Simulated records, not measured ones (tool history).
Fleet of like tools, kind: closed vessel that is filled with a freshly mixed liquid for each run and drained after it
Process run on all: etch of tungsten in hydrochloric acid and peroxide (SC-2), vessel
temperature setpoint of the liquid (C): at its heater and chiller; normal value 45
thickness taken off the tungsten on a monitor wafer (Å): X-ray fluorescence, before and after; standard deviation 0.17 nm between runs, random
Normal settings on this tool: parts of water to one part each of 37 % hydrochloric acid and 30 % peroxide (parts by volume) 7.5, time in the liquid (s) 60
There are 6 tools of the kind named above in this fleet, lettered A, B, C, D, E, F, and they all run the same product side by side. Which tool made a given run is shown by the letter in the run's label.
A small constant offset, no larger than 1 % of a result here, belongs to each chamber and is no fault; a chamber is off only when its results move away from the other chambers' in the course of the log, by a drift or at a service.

run	hour	temperature setpoint of the liquid (C)	parts of water to one part each of 37 % hydrochloric acid and 30 % peroxide (parts by volume)	time in the liquid (s)	read-back film thickness of the tungsten reference wafer, read on the same gauge (nm)	thickness taken off the tungsten on a monitor wafer (Å)
1A	10.0	45	7.5	60	30.004	174.89
2C	17.4	45	7.5	60	30.003	171.10
3E	23.8	45	7.5	60	30.007	171.05
4B	33.8	45	7.5	60	29.979	174.08
5F	43.5	45	10.5	60	30.025	130.45
# hour 45.6: chamber F: thermometer replaced
6D	50.3	45	10.5	60	30.029	131.04
# hour 57.0: chamber B: chemicals flow meter replaced
7E	57.6	45	10.5	60	29.981	127.96
8C	64.5	45	10.5	60	30.019	128.91
9A	71.4	45	10.5	60	29.981	131.37
10B	81.3	45	10.5	60	30.005	131.89
11F	87.4	45	7.5	60	30.005	173.34
12D	93.1	45	7.5	60	30.064	166.78
13B	99.4	45	7.5	60	29.989	172.06
14E	103.7	45	7.5	60	29.968	170.93
15C	112.4	45	7.5	60	29.978	172.99
16D	118.2	45	7.5	60	29.964	166.64
17A	123.5	45	7.5	60	29.992	172.07
18F	127.9	45	7.5	60	29.996	170.43
19F	134.1	45	9.0	60	29.988	149.28
20C	142.7	45	9.0	60	29.945	146.08
21E	147.7	45	9.0	60	29.998	144.50
22D	156.6	45	9.0	60	29.996	141.73
23B	164.4	45	9.0	60	30.007	151.37
# hour 167.7: chamber F: new drum of peroxide connected
24A	168.8	45	9.0	60	29.986	147.41
25A	175.5	45	7.5	60	29.968	172.00
26B	184.8	45	7.5	60	30.016	173.36
27C	191.4	45	7.5	60	30.030	173.46
# hour 196.1: chamber B: new drum of peroxide connected
# hour 198.3: chamber E: new drum of peroxide connected
28E	199.6	45	7.5	60	29.999	166.47
29F	206.7	45	7.5	60	29.992	169.47
# hour 208.9: chamber B: thermometer replaced
30D	215.7	45	7.5	60	30.023	167.60
31D	223.4	45	7.5	60	29.968	164.76
32B	230.5	45	7.5	60	29.992	171.94
33C	239.9	45	7.5	60	30.019	170.62
34F	247.0	45	7.5	60	29.993	172.79
35A	251.5	45	7.5	60	29.967	173.88
36E	258.1	54	7.5	60	29.994	317.75
37C	266.5	54	7.5	60	29.986	312.47
38A	271.2	54	7.5	60	30.005	312.91
39F	277.8	54	7.5	60	29.962	325.40
40E	287.3	54	7.5	60	30.005	311.80
41B	297.3	54	7.5	60	29.957	321.76
42D	305.9	45	7.5	60	30.017	160.83
43F	314.3	45	7.5	60	29.997	172.53
44B	321.9	45	7.5	60	30.004	172.44

The same settings go to every chamber for the next run, one line per chamber below. Forecast the results for each:
45A	329.1	45	7.5	60		?
45B	329.1	45	7.5	60		?
45C	329.1	45	7.5	60		?
45D	329.1	45	7.5	60		?
45E	329.1	45	7.5	60		?
45F	329.1	45	7.5	60		?

run	thickness taken off the tungsten on a monitor wafer (Å)
45A	171.78
45B	173.39
45C	168.04
45D	158.98
45E	170.40
45F	169.37
